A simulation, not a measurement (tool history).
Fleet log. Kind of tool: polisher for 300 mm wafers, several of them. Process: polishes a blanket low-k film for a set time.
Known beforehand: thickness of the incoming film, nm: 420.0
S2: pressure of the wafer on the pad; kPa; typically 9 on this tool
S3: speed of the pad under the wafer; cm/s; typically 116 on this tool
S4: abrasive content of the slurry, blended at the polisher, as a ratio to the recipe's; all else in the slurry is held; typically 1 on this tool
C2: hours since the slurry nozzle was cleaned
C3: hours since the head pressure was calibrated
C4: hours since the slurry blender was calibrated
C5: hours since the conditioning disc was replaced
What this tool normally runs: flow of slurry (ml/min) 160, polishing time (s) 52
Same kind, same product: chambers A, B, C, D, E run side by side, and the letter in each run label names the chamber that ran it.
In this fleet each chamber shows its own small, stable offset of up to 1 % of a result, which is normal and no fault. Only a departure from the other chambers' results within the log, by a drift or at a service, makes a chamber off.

{"hour": 1.5, "done": "chamber C: slurry nozzle cleaned"}
{"hour": 3.1, "done": "chamber A: slurry blender recalibrated"}
{"hour": 7.4, "done": "chamber C: worn pad replaced by a new one"}
{"run": "1A", "hour": 8.8, "flow of slurry (ml/min)": 160, "S2": 9, "S3": 116, "S4": 1, "polishing time (s)": 52, "wafers polished on this pad": 660, "C2": 315.9, "C3": 739.9, "C4": 5.8, "C5": 136.8, "film removed (Å)": 195.65}
{"hour": 9.1, "done": "chamber D: worn pad replaced by a new one"}
{"run": "2D", "hour": 13.5, "flow of slurry (ml/min)": 160, "S2": 9, "S3": 116, "S4": 1, "polishing time (s)": 52, "wafers polished on this pad": 56, "C2": 383, "C3": 296.6, "C4": 159.8, "C5": 32.1, "film removed (Å)": 200.27}
{"hour": 19.0, "done": "chamber D: slurry nozzle cleaned"}
{"hour": 21.7, "done": "chamber B: worn pad replaced by a new one"}
{"run": "3B", "hour": 22.5, "flow of slurry (ml/min)": 160, "S2": 9, "S3": 116, "S4": 1, "polishing time (s)": 52, "wafers polished on this pad": 10, "C2": 507.2, "C3": 635.2, "C4": 47, "C5": 66.4, "film removed (Å)": 199.2}
{"hour": 23.7, "done": "chamber A: worn pad replaced by a new one"}
{"hour": 26.2, "done": "chamber E: worn pad replaced by a new one"}
{"hour": 27.0, "done": "chamber C: slurry blender recalibrated"}
{"run": "4E", "hour": 28.6, "flow of slurry (ml/min)": 160, "S2": 9, "S3": 116, "S4": 1, "polishing time (s)": 52, "wafers polished on this pad": 31, "C2": 104.3, "C3": 516.8, "C4": 103, "C5": 301, "film removed (Å)": 193.46}
{"run": "5C", "hour": 37.8, "flow of slurry (ml/min)": 160, "S2": 9, "S3": 116, "S4": 1, "polishing time (s)": 52, "wafers polished on this pad": 389, "C2": 36.3, "C3": 527.2, "C4": 10.9, "C5": 155.8, "film removed (Å)": 200.54}
{"run": "6D", "hour": 47.2, "flow of slurry (ml/min)": 160, "S2": 9, "S3": 116, "S4": 1, "polishing time (s)": 52, "wafers polished on this pad": 487, "C2": 28.3, "C3": 330.3, "C4": 193.5, "C5": 65.8, "film removed (Å)": 198.24}
{"run": "7A", "hour": 52.1, "flow of slurry (ml/min)": 160, "S2": 9, "S3": 116, "S4": 1, "polishing time (s)": 52, "wafers polished on this pad": 363, "C2": 359.2, "C3": 783.2, "C4": 49.1, "C5": 180.1, "film removed (Å)": 192.98}
{"run": "8C", "hour": 57.0, "flow of slurry (ml/min)": 160, "S2": 9, "S3": 116, "S4": 1, "polishing time (s)": 52, "wafers polished on this pad": 634, "C2": 55.5, "C3": 546.4, "C4": 30.1, "C5": 175, "film removed (Å)": 193.83}
{"hour": 61.2, "done": "chamber D: slurry blender recalibrated"}
{"hour": 62.8, "done": "chamber E: conditioning disc replaced and pad reconditioned"}
{"hour": 65.3, "done": "chamber E: slurry blender recalibrated"}
{"run": "9B", "hour": 66.0, "flow of slurry (ml/min)": 160, "S2": 9, "S3": 116, "S4": 1, "polishing time (s)": 52, "wafers polished on this pad": 566, "C2": 550.7, "C3": 678.7, "C4": 90.5, "C5": 109.9, "film removed (Å)": 197.56}
{"hour": 75.2, "done": "chamber C: worn pad replaced by a new one"}
{"run": "10E", "hour": 76.0, "flow of slurry (ml/min)": 160, "S2": 9, "S3": 116, "S4": 1, "polishing time (s)": 52, "wafers polished on this pad": 638, "C2": 151.7, "C3": 564.2, "C4": 10.8, "C5": 13.3, "film removed (Å)": 196.86}
{"hour": 78.3, "done": "chamber B: head pressure recalibrated"}
{"hour": 81.8, "done": "chamber B: worn pad replaced by a new one"}
{"run": "11B", "hour": 83.4, "flow of slurry (ml/min)": 160, "S2": 9, "S3": 116, "S4": 1, "polishing time (s)": 52, "wafers polished on this pad": 21, "C2": 568.1, "C3": 5.2, "C4": 107.9, "C5": 127.3, "film removed (Å)": 192.52}
{"hour": 84.2, "done": "chamber E: worn pad replaced by a new one"}
{"run": "12C", "hour": 90.9, "flow of slurry (ml/min)": 160, "S2": 9, "S3": 116, "S4": 1, "polishing time (s)": 52, "wafers polished on this pad": 201, "C2": 89.4, "C3": 580.3, "C4": 64, "C5": 208.9, "film removed (Å)": 196}
{"hour": 95.3, "done": "chamber A: worn pad replaced by a new one"}
{"run": "13D", "hour": 95.4, "flow of slurry (ml/min)": 160, "S2": 9, "S3": 116, "S4": 1, "polishing time (s)": 52, "wafers polished on this pad": 1104, "C2": 76.5, "C3": 378.5, "C4": 34.2, "C5": 114, "film removed (Å)": 195.42}
{"run": "14E", "hour": 100.4, "flow of slurry (ml/min)": 160, "S2": 9, "S3": 116, "S4": 1, "polishing time (s)": 52, "wafers polished on this pad": 207, "C2": 176.1, "C3": 588.6, "C4": 35.2, "C5": 37.7, "film removed (Å)": 195.25}
{"hour": 101.8, "done": "chamber D: worn pad replaced by a new one"}
{"run": "15A", "hour": 105.0, "flow of slurry (ml/min)": 160, "S2": 9, "S3": 116, "S4": 1, "polishing time (s)": 52, "wafers polished on this pad": 124, "C2": 412.1, "C3": 836.1, "C4": 102, "C5": 233, "film removed (Å)": 193.16}
{"run": "16A", "hour": 110.2, "flow of slurry (ml/min)": 160, "S2": 9, "S3": 116, "S4": 1, "polishing time (s)": 52, "wafers polished on this pad": 190, "C2": 417.3, "C3": 841.3, "C4": 107.2, "C5": 238.2, "film removed (Å)": 196.85}
{"run": "17D", "hour": 120.1, "flow of slurry (ml/min)": 160, "S2": 9, "S3": 116, "S4": 1, "polishing time (s)": 52, "wafers polished on this pad": 235, "C2": 101.2, "C3": 403.2, "C4": 58.9, "C5": 138.7, "film removed (Å)": 197.47}
{"run": "18C", "hour": 128.2, "flow of slurry (ml/min)": 160, "S2": 9, "S3": 116, "S4": 1, "polishing time (s)": 52, "wafers polished on this pad": 678, "C2": 126.7, "C3": 617.6, "C4": 101.3, "C5": 246.2, "film removed (Å)": 198.05}
{"run": "19E", "hour": 137.2, "flow of slurry (ml/min)": 160, "S2": 9, "S3": 142, "S4": 1, "polishing time (s)": 52, "wafers polished on this pad": 678, "C2": 212.9, "C3": 625.4, "C4": 72, "C5": 74.5, "film removed (Å)": 226.2}
{"hour": 137.4, "done": "chamber B: worn pad replaced by a new one"}
{"hour": 138.0, "done": "chamber B: slurry nozzle cleaned"}
{"hour": 140.5, "done": "chamber C: worn pad replaced by a new one"}
{"hour": 144.5, "done": "chamber E: worn pad replaced by a new one"}
{"run": "20B", "hour": 146.3, "flow of slurry (ml/min)": 160, "S2": 9, "S3": 142, "S4": 1, "polishing time (s)": 52, "wafers polished on this pad": 114, "C2": 8.3, "C3": 68.1, "C4": 170.8, "C5": 190.2, "film removed (Å)": 230.42}
{"run": "21E", "hour": 155.9, "flow of slurry (ml/min)": 160, "S2": 9, "S3": 142, "S4": 1, "polishing time (s)": 52, "wafers polished on this pad": 146, "C2": 231.6, "C3": 644.1, "C4": 90.7, "C5": 93.2, "film removed (Å)": 232.56}
{"hour": 158.3, "done": "chamber E: slurry nozzle cleaned"}
{"run": "22D", "hour": 163.4, "flow of slurry (ml/min)": 160, "S2": 9, "S3": 142, "S4": 1, "polishing time (s)": 52, "wafers polished on this pad": 789, "C2": 144.5, "C3": 446.5, "C4": 102.2, "C5": 182, "film removed (Å)": 231.45}
{"hour": 165.4, "done": "chamber C: head pressure recalibrated"}
{"hour": 167.0, "done": "chamber A: worn pad replaced by a new one"}
{"run": "23A", "hour": 172.3, "flow of slurry (ml/min)": 160, "S2": 9, "S3": 142, "S4": 1, "polishing time (s)": 52, "wafers polished on this pad": 67, "C2": 479.4, "C3": 903.4, "C4": 169.3, "C5": 300.3, "film removed (Å)": 230.25}
{"hour": 174.9, "done": "chamber C: conditioning disc replaced and pad reconditioned"}
{"run": "24B", "hour": 176.8, "flow of slurry (ml/min)": 160, "S2": 9, "S3": 116, "S4": 1, "polishing time (s)": 52, "wafers polished on this pad": 504, "C2": 38.8, "C3": 98.6, "C4": 201.3, "C5": 220.7, "film removed (Å)": 194.17}
{"run": "25C", "hour": 183.2, "flow of slurry (ml/min)": 160, "S2": 9, "S3": 116, "S4": 1, "polishing time (s)": 52, "wafers polished on this pad": 546, "C2": 181.7, "C3": 17.9, "C4": 156.3, "C5": 8.4, "film removed (Å)": 219.38}
{"run": "26E", "hour": 192.6, "flow of slurry (ml/min)": 160, "S2": 9, "S3": 116, "S4": 1, "polishing time (s)": 52, "wafers polished on this pad": 616, "C2": 34.4, "C3": 680.8, "C4": 127.4, "C5": 129.9, "film removed (Å)": 193.16}
{"run": "27A", "hour": 199.5, "flow of slurry (ml/min)": 160, "S2": 9, "S3": 116, "S4": 1, "polishing time (s)": 52, "wafers polished on this pad": 415, "C2": 506.6, "C3": 930.6, "C4": 196.5, "C5": 327.5, "film removed (Å)": 200.23}
{"hour": 201.6, "done": "chamber E: worn pad replaced by a new one"}
{"hour": 202.6, "done": "chamber E: slurry blender recalibrated"}
{"run": "28B", "hour": 204.9, "flow of slurry (ml/min)": 160, "S2": 9, "S3": 116, "S4": 1, "polishing time (s)": 52, "wafers polished on this pad": 864, "C2": 66.9, "C3": 126.7, "C4": 229.4, "C5": 248.8, "film removed (Å)": 193.43}
{"hour": 207.1, "done": "chamber D: worn pad replaced by a new one"}
{"hour": 209.0, "done": "chamber B: worn pad replaced by a new one"}
{"run": "29C", "hour": 209.7, "flow of slurry (ml/min)": 160, "S2": 9, "S3": 116, "S4": 1, "polishing time (s)": 52, "wafers polished on this pad": 885, "C2": 208.2, "C3": 44.4, "C4": 182.8, "C5": 34.9, "film removed (Å)": 221.87}
{"run": "30D", "hour": 215.5, "flow of slurry (ml/min)": 160, "S2": 9, "S3": 116, "S4": 1, "polishing time (s)": 52, "wafers polished on this pad": 107, "C2": 196.6, "C3": 498.6, "C4": 154.3, "C5": 234.1, "film removed (Å)": 197.45}
{"hour": 221.7, "done": "chamber C: worn pad replaced by a new one"}
{"run": "31E", "hour": 223.8, "flow of slurry (ml/min)": 160, "S2": 9, "S3": 116, "S4": 1, "polishing time (s)": 52, "wafers polished on this pad": 284, "C2": 65.6, "C3": 712, "C4": 21.2, "C5": 161.1, "film removed (Å)": 197.24}
{"hour": 224.6, "done": "chamber A: worn pad replaced by a new one"}
{"hour": 225.2, "done": "chamber B: conditioning disc replaced and pad reconditioned"}
{"run": "32D", "hour": 231.1, "flow of slurry (ml/min)": 160, "S2": 9, "S3": 116, "S4": 1, "polishing time (s)": 52, "wafers polished on this pad": 307, "C2": 212.2, "C3": 514.2, "C4": 169.9, "C5": 249.7, "film removed (Å)": 196.23}
{"run": "33C", "hour": 238.0, "flow of slurry (ml/min)": 160, "S2": 9, "S3": 116, "S4": 1, "polishing time (s)": 52, "wafers polished on this pad": 209, "C2": 236.5, "C3": 72.7, "C4": 211.1, "C5": 63.2, "film removed (Å)": 218}
{"run": "34A", "hour": 245.4, "flow of slurry (ml/min)": 160, "S2": 9, "S3": 116, "S4": 1, "polishing time (s)": 52, "wafers polished on this pad": 266, "C2": 552.5, "C3": 976.5, "C4": 242.4, "C5": 373.4, "film removed (Å)": 197.58}
{"run": "35B", "hour": 252.4, "flow of slurry (ml/min)": 140, "S2": 9, "S3": 78, "S4": 1, "polishing time (s)": 52, "wafers polished on this pad": 555, "C2": 114.4, "C3": 174.2, "C4": 276.9, "C5": 27.3, "film removed (Å)": 140.23}
{"run": "36D", "hour": 258.9, "flow of slurry (ml/min)": 140, "S2": 9, "S3": 78, "S4": 1, "polishing time (s)": 52, "wafers polished on this pad": 663, "C2": 240, "C3": 542, "C4": 197.7, "C5": 277.5, "film removed (Å)": 142.6}
{"hour": 263.2, "done": "chamber E: worn pad replaced by a new one"}
{"run": "37E", "hour": 263.4, "flow of slurry (ml/min)": 140, "S2": 9, "S3": 78, "S4": 1, "polishing time (s)": 52, "wafers polished on this pad": 2, "C2": 105.2, "C3": 751.6, "C4": 60.8, "C5": 200.7, "film removed (Å)": 140.13}
{"hour": 268.4, "done": "chamber B: worn pad replaced by a new one"}
{"run": "38B", "hour": 272.9, "flow of slurry (ml/min)": 140, "S2": 9, "S3": 78, "S4": 1, "polishing time (s)": 52, "wafers polished on this pad": 57, "C2": 134.9, "C3": 194.7, "C4": 297.4, "C5": 47.8, "film removed (Å)": 139.3}
{"run": "39A", "hour": 282.6, "flow of slurry (ml/min)": 140, "S2": 9, "S3": 78, "S4": 1, "polishing time (s)": 52, "wafers polished on this pad": 742, "C2": 589.7, "C3": 1013.7, "C4": 279.6, "C5": 410.6, "film removed (Å)": 137.39}
{"hour": 286.6, "done": "chamber A: worn pad replaced by a new one"}
{"run": "40C", "hour": 290.0, "flow of slurry (ml/min)": 160, "S2": 9, "S3": 116, "S4": 1, "polishing time (s)": 52, "wafers polished on this pad": 874, "C2": 288.5, "C3": 124.7, "C4": 263.1, "C5": 115.2, "film removed (Å)": 218.52}
{"run": "41E", "hour": 298.3, "flow of slurry (ml/min)": 160, "S2": 9, "S3": 116, "S4": 1, "polishing time (s)": 52, "wafers polished on this pad": 449, "C2": 140.1, "C3": 786.5, "C4": 95.7, "C5": 235.6, "film removed (Å)": 195.56}
{"run": "42B", "hour": 304.1, "flow of slurry (ml/min)": 160, "S2": 9, "S3": 116, "S4": 1, "polishing time (s)": 52, "wafers polished on this pad": 456, "C2": 166.1, "C3": 225.9, "C4": 328.6, "C5": 79, "film removed (Å)": 196.41}
{"run": "43A", "hour": 312.3, "flow of slurry (ml/min)": 160, "S2": 9, "S3": 116, "S4": 1, "polishing time (s)": 52, "wafers polished on this pad": 329, "C2": 619.4, "C3": 1043.4, "C4": 309.3, "C5": 440.3, "film removed (Å)": 195.53}

What goes on in this fleet: one chamber off, a drifting gauge, or nothing beyond the chambers' own small offsets? Name the chamber and the cause, if any.

A service on chamber C put it out of line with the rest.
What lies behind it: head's pressure above its setpoint, % = 10.8.

Which of the 4 candidates below, each the usual settings with something changed and its results left as question marks, puts chamber C back in line with what the other chambers give on the usual settings?
In-line tolerance around the mean of the other chambers on the usual settings: film removed (Å) 7.5
{"run": "44C-1", "hour": 319.4, "flow of slurry (ml/min)": 160, "S2": 8.3, "S3": 116, "S4": 0.95, "polishing time (s)": 48, "film removed (Å)": "?"}
{"run": "44C-2", "hour": 319.4, "flow of slurry (ml/min)": 165, "S2": 10.3, "S3": 116, "S4": 1.05, "polishing time (s)": 52, "film removed (Å)": "?"}
{"run": "44C-3", "hour": 319.4, "flow of slurry (ml/min)": 160, "S2": 9, "S3": 132, "S4": 1, "polishing time (s)": 52, "film removed (Å)": "?"}
{"run": "44C-4", "hour": 319.4, "flow of slurry (ml/min)": 160, "S2": 9, "S3": 116, "S4": 0.8, "polishing time (s)": 52, "film removed (Å)": "?"}

On the usual settings, the other chambers give on average: film removed (Å) 195.73
run=44C-1 film_removed_(Å)=182.99
run=44C-2 film_removed_(Å)=261.39
run=44C-3 film_removed_(Å)=244.47
run=44C-4 film_removed_(Å)=197.8
44C-4 brings the chamber back in line.
